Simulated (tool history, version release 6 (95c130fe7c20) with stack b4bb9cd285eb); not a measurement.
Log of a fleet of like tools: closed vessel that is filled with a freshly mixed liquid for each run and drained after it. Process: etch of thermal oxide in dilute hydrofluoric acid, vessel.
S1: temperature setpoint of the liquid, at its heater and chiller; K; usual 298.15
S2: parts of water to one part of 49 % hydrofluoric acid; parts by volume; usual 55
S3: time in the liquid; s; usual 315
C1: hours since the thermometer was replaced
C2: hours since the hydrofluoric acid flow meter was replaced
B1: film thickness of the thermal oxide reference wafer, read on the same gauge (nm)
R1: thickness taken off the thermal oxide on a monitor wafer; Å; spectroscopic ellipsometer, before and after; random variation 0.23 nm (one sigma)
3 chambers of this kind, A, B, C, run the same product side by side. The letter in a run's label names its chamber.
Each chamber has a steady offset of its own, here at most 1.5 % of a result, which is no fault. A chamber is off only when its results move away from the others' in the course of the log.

run,hour,S1,S2,S3,C1,C2,B1,R1
1B,2.7,298.15,55,315,832.7,492.8,140.00,281.61
2C,7.1,298.15,55,315,866.2,1338.9,140.01,288.22
3A,9.7,298.15,55,315,1726.1,1268.8,139.97,285.33
4A,14.3,298.15,55,315,1730.7,1273.4,139.99,293.02
5C,17.3,300.15,55,190,876.4,1349.1,139.98,193.14
6B,21.1,300.15,55,190,851.1,511.2,140.02,187.02
7A,23.4,300.15,55,190,1739.8,1282.5,139.98,189.91
8C,25.6,295.65,30,315,884.7,1357.4,140.01,500.81
9B,29.8,295.65,30,315,859.8,519.9,140.01,481.98
10B,34.8,295.65,30,315,864.8,524.9,140.02,486.93
11C,37.6,298.15,55,315,896.7,1369.4,140.00,290.01
12A,41.4,298.15,55,315,1757.8,1300.5,140.00,297.25
13B,45.6,298.15,55,315,875.6,535.7,139.96,289.59
14C,50.4,296.15,55,245,909.5,1382.2,139.94,209.34
15A,52.8,296.15,55,245,1769.2,1311.9,140.01,214.82
16C,55.1,296.15,55,245,914.2,1386.9,139.99,206.88
17B,59.8,298.15,55,315,889.8,549.9,140.02,285.35
18A,62.6,298.15,55,315,1779.0,1321.7,140.00,298.16
19A,66.0,298.15,55,315,1782.4,1325.1,140.03,304.34
20B,69.4,298.15,55,315,899.4,559.5,140.00,285.79
21C,73.3,298.15,55,315,932.4,1405.1,139.98,291.55

All 3 chambers run these settings next. Forecast each chamber's results:
22A,77.0,298.15,70,315,,,,?
22B,77.0,298.15,70,315,,,,?
22C,77.0,298.15,70,315,,,,?

run,R1
22A,233.16
22B,217.85
22C,222.52

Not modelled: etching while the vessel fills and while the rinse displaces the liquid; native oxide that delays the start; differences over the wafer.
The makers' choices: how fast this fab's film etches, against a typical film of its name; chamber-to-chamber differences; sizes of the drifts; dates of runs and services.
